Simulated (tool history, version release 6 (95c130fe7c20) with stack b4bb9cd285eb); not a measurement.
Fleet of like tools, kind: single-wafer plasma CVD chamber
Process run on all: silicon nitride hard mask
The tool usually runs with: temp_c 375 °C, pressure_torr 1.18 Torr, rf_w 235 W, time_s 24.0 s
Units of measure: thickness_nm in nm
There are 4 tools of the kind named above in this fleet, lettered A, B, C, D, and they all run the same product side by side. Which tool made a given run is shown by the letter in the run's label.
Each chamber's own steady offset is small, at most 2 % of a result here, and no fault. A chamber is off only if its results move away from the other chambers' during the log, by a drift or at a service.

run	hour	temp_c	pressure_torr	rf_w	time_s	hours since the last thermocouple change	hours since the last RF generator calibration	hours since the last manometer calibration	read-back reference wafer on the same gauge, thickness_nm	thickness_nm
1C	5.6	375	1.18	235	24.0	1154.3	179.4	1086.5	23.672	21.726
2D	11.7	375	1.18	235	24.0	32.4	2019.3	1126.4	23.703	21.381
# hour 12.6: chamber B: capacitance manometer re-zeroed and calibrated
3B	18.8	375	1.18	235	24.0	2418.5	386.8	6.2	23.672	21.755
4A	25.4	375	1.18	235	24.0	1729.0	720.6	1002.0	23.700	21.423
5A	29.3	375	1.18	235	24.0	1732.9	724.5	1005.9	23.661	21.415
6B	33.8	375	1.18	235	24.0	2433.5	401.8	21.2	23.731	21.722
7C	41.3	375	1.18	220	22.2	1190.0	215.1	1122.2	23.716	18.887
8D	46.3	375	1.18	220	22.2	67.0	2053.9	1161.0	23.705	18.865
9B	50.6	375	1.18	220	22.2	2450.3	418.6	38.0	23.692	19.289
10D	57.1	375	1.18	220	22.2	77.8	2064.7	1171.8	23.701	18.911
11C	61.9	375	1.18	235	24.0	1210.6	235.7	1142.8	23.703	21.463
12A	68.7	375	1.18	235	24.0	1772.3	763.9	1045.3	23.702	21.500
13C	74.2	387	1.18	235	24.0	1222.9	248.0	1155.1	23.728	21.338
14A	78.6	387	1.18	235	24.0	1782.2	773.8	1055.2	23.694	21.487
15B	86.0	387	1.18	235	24.0	2485.7	454.0	73.4	23.696	21.767
16D	92.2	387	1.18	235	24.0	112.9	2099.8	1206.9	23.698	21.358
17A	100.4	375	1.18	235	24.0	1804.0	795.6	1077.0	23.674	21.483
18B	104.6	375	1.18	235	24.0	2504.3	472.6	92.0	23.699	21.745
19D	108.6	375	1.18	235	24.0	129.3	2116.2	1223.3	23.700	21.314
20C	113.4	375	1.18	235	24.0	1262.1	287.2	1194.3	23.690	21.426
21D	117.6	375	1.18	235	24.0	138.3	2125.2	1232.3	23.705	21.629
22C	125.6	375	1.18	235	24.0	1274.3	299.4	1206.5	23.712	21.269
23B	130.1	375	1.18	235	24.0	2529.8	498.1	117.5	23.700	21.977
24A	137.5	375	1.18	235	24.0	1841.1	832.7	1114.1	23.697	21.352
25C	143.8	375	1.18	235	24.0	1292.5	317.6	1224.7	23.686	21.518
26B	152.9	375	1.18	235	24.0	2552.6	520.9	140.3	23.715	21.855
27D	161.5	375	1.18	235	24.0	182.2	2169.1	1276.2	23.707	21.529
28A	169.6	365	1.18	235	24.0	1873.2	864.8	1146.2	23.719	21.569
29A	175.6	365	1.18	235	24.0	1879.2	870.8	1152.2	23.665	21.550
30D	179.8	365	1.18	235	24.0	200.5	2187.4	1294.5	23.711	21.583
# hour 182.2: chamber C: thermocouple changed; heater temperature recalibrated
31B	185.8	365	1.18	235	24.0	2585.5	553.8	173.2	23.695	22.050
32C	191.3	375	1.18	235	24.0	9.2	365.1	1272.2	23.696	21.416
33D	199.5	375	1.18	235	24.0	220.2	2207.1	1314.2	23.692	21.453
34C	208.5	383	1.18	235	22.1	26.4	382.3	1289.4	23.672	19.765
35B	213.5	383	1.18	235	22.1	2613.2	581.5	200.9	23.667	20.173
36A	219.6	383	1.18	235	22.1	1923.2	914.8	1196.2	23.711	19.675
37D	224.9	383	1.18	235	22.1	245.6	2232.5	1339.6	23.704	19.627
38C	231.4	375	1.18	235	24.0	49.3	405.2	1312.3	23.690	21.298
# hour 233.2: chamber B: thermocouple changed; heater temperature recalibrated
39B	237.6	375	1.18	235	24.0	4.4	605.6	225.0	23.684	21.933
40A	246.7	375	1.03	235	20.2	1950.3	941.9	1223.3	23.713	17.292
41B	255.1	375	1.03	235	20.2	21.9	623.1	242.5	23.713	17.559

Next, every chamber runs the same settings. What will each give?
42A	261.6	375	1.18	235	24.0					?
42B	261.6	375	1.18	235	24.0					?
42C	261.6	375	1.18	235	24.0					?
42D	261.6	375	1.18	235	24.0					?

run	thickness_nm
42A	21.386
42B	21.838
42C	21.483
42D	21.474

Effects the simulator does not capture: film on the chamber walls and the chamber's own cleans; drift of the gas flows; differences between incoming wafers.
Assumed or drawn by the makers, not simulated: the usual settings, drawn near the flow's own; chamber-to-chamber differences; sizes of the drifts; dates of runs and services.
